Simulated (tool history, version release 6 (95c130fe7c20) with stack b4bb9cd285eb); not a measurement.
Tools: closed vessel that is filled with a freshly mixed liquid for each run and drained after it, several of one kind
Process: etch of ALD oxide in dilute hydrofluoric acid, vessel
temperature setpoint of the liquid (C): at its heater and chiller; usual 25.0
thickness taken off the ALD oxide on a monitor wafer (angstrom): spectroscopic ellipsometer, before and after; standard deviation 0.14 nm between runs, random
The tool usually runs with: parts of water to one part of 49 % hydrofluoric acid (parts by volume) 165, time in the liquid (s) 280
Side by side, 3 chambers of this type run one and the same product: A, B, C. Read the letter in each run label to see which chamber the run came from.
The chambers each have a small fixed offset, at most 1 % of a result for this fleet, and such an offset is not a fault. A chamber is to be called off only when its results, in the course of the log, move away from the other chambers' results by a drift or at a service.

| run | hour | temperature setpoint of the liquid (C) | parts of water to one part of 49 % hydrofluoric acid (parts by volume) | time in the liquid (s) | hours since the thermometer was replaced | hours since the hydrofluoric acid flow meter was replaced | read-back film thickness of the ALD oxide reference wafer, read on the same gauge (nm) | thickness taken off the ALD oxide on a monitor wafer (angstrom) |
|---|---|---|---|---|---|---|---|---|
| 1C | 9.9 | 25.0 | 165 | 280 | 1111.6 | 2029.2 | 109.97 | 222.36 |
| 2A | 23.2 | 25.0 | 165 | 280 | 799.3 | 180.2 | 109.95 | 223.96 |
| 3B | 31.7 | 25.0 | 165 | 280 | 1491.4 | 175.6 | 110.01 | 221.88 |
| 4A | 43.4 | 25.0 | 165 | 280 | 819.5 | 200.4 | 109.96 | 221.95 |
| 5B | 54.4 | 25.0 | 165 | 280 | 1514.1 | 198.3 | 109.98 | 221.10 |
| 6C | 66.2 | 25.0 | 165 | 280 | 1167.9 | 2085.5 | 109.99 | 222.38 |
| 7A | 79.2 | 25.0 | 165 | 280 | 855.3 | 236.2 | 109.97 | 221.76 |
| 8B | 92.4 | 25.0 | 165 | 280 | 1552.1 | 236.3 | 109.98 | 222.04 |
| 9C | 106.3 | 28.0 | 215 | 280 | 1208.0 | 2125.6 | 110.03 | 181.24 |
| 10B | 113.7 | 28.0 | 215 | 280 | 1573.4 | 257.6 | 110.00 | 177.49 |
| 11C | 122.5 | 28.0 | 215 | 280 | 1224.2 | 2141.8 | 109.99 | 179.80 |
| 12A | 136.8 | 25.0 | 105 | 390 | 912.9 | 293.8 | 110.03 | 521.76 |
| 13C | 150.7 | 25.0 | 105 | 390 | 1252.4 | 2170.0 | 109.99 | 516.44 |
| 14B | 159.5 | 25.0 | 105 | 390 | 1619.2 | 303.4 | 110.02 | 512.78 |
| 15A | 170.4 | 23.0 | 165 | 280 | 946.5 | 327.4 | 109.97 | 207.79 |
| 16B | 183.5 | 23.0 | 165 | 280 | 1643.2 | 327.4 | 109.99 | 203.57 |
| 17A | 190.3 | 23.0 | 165 | 280 | 966.4 | 347.3 | 109.96 | 207.09 |
| 18C | 205.5 | 25.0 | 165 | 280 | 1307.2 | 2224.8 | 109.98 | 224.83 |
| 19A | 219.7 | 25.0 | 165 | 280 | 995.8 | 376.7 | 110.02 | 222.27 |
| 20B | 233.7 | 25.0 | 125 | 280 | 1693.4 | 377.6 | 110.01 | 305.22 |
| 21C | 245.1 | 25.0 | 125 | 280 | 1346.8 | 2264.4 | 109.98 | 306.56 |
| 22A | 256.6 | 25.0 | 125 | 280 | 1032.7 | 413.6 | 110.00 | 310.84 |
|  | 258.1 | chamber C: hydrofluoric acid flow meter replaced |
| 23C | 270.5 | 25.0 | 165 | 280 | 1372.2 | 12.5 | 109.98 | 225.00 |
| 24B | 281.6 | 25.0 | 165 | 280 | 1741.3 | 425.5 | 110.04 | 220.91 |
| 25C | 293.7 | 25.0 | 165 | 280 | 1395.4 | 35.7 | 110.00 | 222.85 |
| 26B | 301.0 | 25.0 | 165 | 280 | 1760.7 | 444.9 | 109.95 | 220.70 |
| 27A | 315.5 | 25.0 | 90 | 145 | 1091.6 | 472.5 | 110.00 | 234.09 |
| 28C | 325.7 | 25.0 | 90 | 145 | 1427.4 | 67.7 | 110.04 | 226.14 |
| 29B | 333.3 | 25.0 | 90 | 145 | 1793.0 | 477.2 | 109.97 | 232.16 |
| 30A | 344.1 | 25.0 | 165 | 280 | 1120.2 | 501.1 | 110.02 | 223.48 |
| 31B | 353.8 | 25.0 | 165 | 280 | 1813.5 | 497.7 | 109.99 | 222.05 |
| 32A | 368.8 | 25.0 | 165 | 280 | 1144.9 | 525.8 | 110.03 | 222.24 |
| 33C | 380.8 | 25.0 | 165 | 280 | 1482.5 | 122.8 | 110.04 | 223.29 |
| 34A | 394.0 | 25.0 | 165 | 280 | 1170.1 | 551.0 | 109.98 | 220.93 |
| 35C | 403.1 | 25.0 | 165 | 280 | 1504.8 | 145.1 | 110.04 | 222.22 |
| 36B | 410.2 | 25.0 | 165 | 280 | 1869.9 | 554.1 | 109.98 | 220.36 |
| 37C | 417.1 | 25.0 | 165 | 280 | 1518.8 | 159.1 | 110.01 | 223.00 |
| 38B | 425.0 | 25.0 | 165 | 280 | 1884.7 | 568.9 | 110.00 | 219.82 |
| 39A | 439.7 | 25.0 | 165 | 280 | 1215.8 | 596.7 | 110.03 | 224.97 |
| 40A | 451.5 | 27.0 | 165 | 355 | 1227.6 | 608.5 | 110.02 | 303.18 |
| 41C | 465.4 | 27.0 | 165 | 355 | 1567.1 | 207.4 | 110.00 | 304.95 |
| 42B | 479.7 | 27.0 | 165 | 355 | 1939.4 | 623.6 | 109.98 | 299.86 |
| 43B | 486.8 | 25.0 | 165 | 280 | 1946.5 | 630.7 | 109.98 | 219.62 |
| 44C | 501.6 | 29.5 | 165 | 440 | 1603.3 | 243.6 | 110.06 | 409.74 |

Read the log: is a single chamber off, either drifting away or since a service, is the gauge that measures every chamber drifting, or is nothing wrong beyond small per-chamber offsets? Name any odd chamber and what most likely caused it.

Nothing is wrong: each chamber keeps only its own small, steady offset and the gauge holds still.
